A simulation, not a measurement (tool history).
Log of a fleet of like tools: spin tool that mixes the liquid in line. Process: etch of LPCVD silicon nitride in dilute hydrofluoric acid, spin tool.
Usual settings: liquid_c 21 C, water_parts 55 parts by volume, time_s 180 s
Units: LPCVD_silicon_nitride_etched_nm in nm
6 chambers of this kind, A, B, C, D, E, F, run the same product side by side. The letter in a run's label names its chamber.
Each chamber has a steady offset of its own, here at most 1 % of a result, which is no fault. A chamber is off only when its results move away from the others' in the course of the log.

run	hour	liquid_c	water_parts	time_s	read-back film thickness of the LPCVD silicon nitride reference wafer, read on the same gauge (nm)	LPCVD_silicon_nitride_etched_nm
1E	7.1	21	55	180	40.001	1.28710
2D	12.0	21	55	180	40.008	1.21370
3B	16.1	21	55	180	40.011	1.27270
4F	20.6	21	55	180	39.994	1.25200
5A	24.9	21	55	180	40.006	1.25410
6C	28.8	21	55	180	39.996	1.28920
7D	33.5	21	55	180	39.984	1.25770
8C	40.7	21	55	180	39.998	1.27630
9A	49.0	21	55	180	39.991	1.24950
10B	55.2	21	55	180	40.016	1.25210
11E	63.4	21	55	180	40.003	1.22150
12F	71.5	21	55	180	40.020	1.25470
13B	77.2	21	85	130	40.000	0.59596
14C	82.3	21	85	130	40.003	0.58958
15D	90.1	21	85	130	39.991	0.59268
# hour 91.7: chamber E: hydrofluoric acid flow meter replaced
16A	95.4	21	85	130	39.982	0.56516
17F	102.0	21	85	130	39.996	0.59833
18E	107.0	21	85	130	40.000	0.58259
# hour 109.1: chamber B: thermometer replaced
19D	114.9	21	55	180	40.007	1.25620
20C	119.0	21	55	180	39.972	1.30200
21F	127.4	21	55	180	39.992	1.22640
22E	131.9	21	55	180	40.007	1.23520
23B	137.4	21	55	180	40.017	1.21610
24A	143.8	21	55	180	39.993	1.24210
25E	150.2	21	55	260	39.998	1.87480
26C	154.1	21	55	260	40.008	1.82400
27B	158.9	21	55	260	39.999	1.88490
28D	165.2	21	55	260	39.997	1.81170
29F	171.8	21	55	260	40.003	1.87000
30A	176.2	21	55	260	39.992	1.83220
31F	181.9	21	55	180	40.006	1.25050
32C	189.4	21	55	180	39.999	1.26520
33A	193.2	21	55	180	40.001	1.27670
34E	202.0	21	55	180	40.000	1.29520
35D	206.0	21	55	180	39.991	1.25970
36B	213.3	21	55	180	39.986	1.26210
37B	219.9	21	45	180	40.015	1.48740

Is one chamber off against the others, does the gauge drift, or is nothing wrong? If a chamber is off, say which, and what the likeliest cause is.

No chamber stands off beyond its own small offset, and the gauge holds steady.
